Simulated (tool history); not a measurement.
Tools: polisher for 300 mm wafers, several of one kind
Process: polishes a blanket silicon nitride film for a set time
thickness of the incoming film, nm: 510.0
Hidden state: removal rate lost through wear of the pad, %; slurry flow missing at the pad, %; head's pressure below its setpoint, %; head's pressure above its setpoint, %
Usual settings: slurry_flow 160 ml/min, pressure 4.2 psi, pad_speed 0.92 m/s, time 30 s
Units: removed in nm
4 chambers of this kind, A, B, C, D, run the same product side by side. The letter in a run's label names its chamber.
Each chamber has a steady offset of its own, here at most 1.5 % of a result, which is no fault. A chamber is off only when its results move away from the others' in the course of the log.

run	hour	slurry_flow	pressure	pad_speed	time	wafers polished on this pad	hours since the slurry nozzle was cleaned	hours since the head pressure was calibrated	removed
# hour 1.5: chamber A: head pressure recalibrated
1A	3.7	160	4.2	0.92	30	270	577.7	2.2	62.993
2C	8.6	160	4.2	0.92	30	422	173.9	804.5	62.794
3D	13.5	160	4.2	0.92	30	212	455.7	1543.3	63.175
# hour 15.8: chamber C: worn pad replaced by a new one
# hour 16.9: chamber B: worn pad replaced by a new one
4B	17.7	160	4.2	0.92	30	10	353.6	328	62.615
5A	21.5	160	4.2	0.66	30	481	595.5	20	47.79
6C	24.8	160	4.2	0.66	30	107	190.1	820.7	48.359
# hour 26.1: chamber D: head pressure recalibrated
7B	28.7	160	4.2	0.66	30	140	364.6	339	47.182
8D	31.8	160	4.2	0.66	30	429	474	5.7	46.798
9C	35.1	160	4.2	0.92	30	229	200.4	831	61.164
10A	39.8	160	4.2	0.92	30	698	613.8	38.3	62.447
11B	44.1	160	4.2	0.92	30	323	380	354.4	60.687
12D	46.8	160	4.2	0.92	30	607	489	20.7	61.501
# hour 49.2: chamber A: worn pad replaced by a new one
13A	50.8	120	3	0.92	30	19	624.8	49.3	42.407
14C	55.4	120	3	0.92	30	470	220.7	851.3	42.51
# hour 57: chamber C: worn pad replaced by a new one
15B	59	120	3	0.92	30	500	394.9	369.3	41.567
16D	62.7	120	3	0.92	30	795	504.9	36.6	41.067
17A	67.6	160	4.2	0.92	30	218	641.6	66.1	62.829
18C	72.4	115	4.2	0.92	22	183	237.7	868.3	43.476
19D	77.4	115	4.2	0.92	22	969	519.6	51.3	42.358
20B	82.3	115	4.2	0.92	22	776	418.2	392.6	42.374
21A	85.3	115	4.2	0.92	22	428	659.3	83.8	42.769
# hour 87: chamber D: worn pad replaced by a new one
22D	89.7	160	4.2	0.92	30	32	531.9	63.6	62.107
23B	93.5	160	4.2	0.92	30	909	429.4	403.8	62.352
# hour 93.6: chamber C: head pressure recalibrated
24C	96.4	160	4.2	0.92	30	467	261.7	2.9	61.628
# hour 96.6: chamber D: slurry nozzle cleaned
# hour 100.5: chamber C: worn pad replaced by a new one
25D	101	160	4.2	0.8	30	166	4.4	74.9	55.988
# hour 103.8: chamber B: worn pad replaced by a new one
26A	105.8	160	4.2	0.8	30	671	679.8	104.3	56.62
27B	110.4	160	4.2	0.8	30	79	446.3	420.7	55.134
28C	113.5	160	4.2	0.8	30	154	278.8	20	55.249
# hour 115.1: chamber A: worn pad replaced by a new one
29A	118.3	160	4.2	0.92	30	38	692.3	116.8	62.38
30D	121.3	200	4.2	0.92	23	407	24.7	95.2	49.802
31C	126.3	200	4.2	0.92	23	306	291.6	32.8	49.992
32B	129.9	200	4.2	0.92	23	310	465.8	440.2	48.881
33A	132.8	200	4.2	0.92	23	210	706.8	131.3	50.182
34B	135.4	160	4.2	0.92	30	375	471.3	445.7	63.669
35D	140.1	160	3.3	0.92	38	630	43.5	114	61.42
# hour 144.1: chamber B: slurry nozzle cleaned
36C	145	160	3.3	0.92	38	528	310.3	51.5	62.404
37C	150.1	160	3.3	0.92	38	588	315.4	56.6	62.975
38A	153.9	160	3.3	0.92	38	461	727.9	152.4	62.771
39B	159	160	4.2	0.92	30	655	15	469.3	63.116
40D	161.9	160	4.2	0.92	30	888	65.3	135.8	64.082
41A	167.2	160	4.2	0.92	30	618	741.2	165.7	62.636
# hour 167.4: chamber D: worn pad replaced by a new one
42D	169.7	160	4.2	0.92	30	28	73.1	143.6	62.594

What goes on in this fleet: one chamber off, a drifting gauge, or nothing beyond the chambers' own small offsets? Name the chamber and the cause, if any.

No chamber stands off beyond its own small offset, and the gauge holds steady.
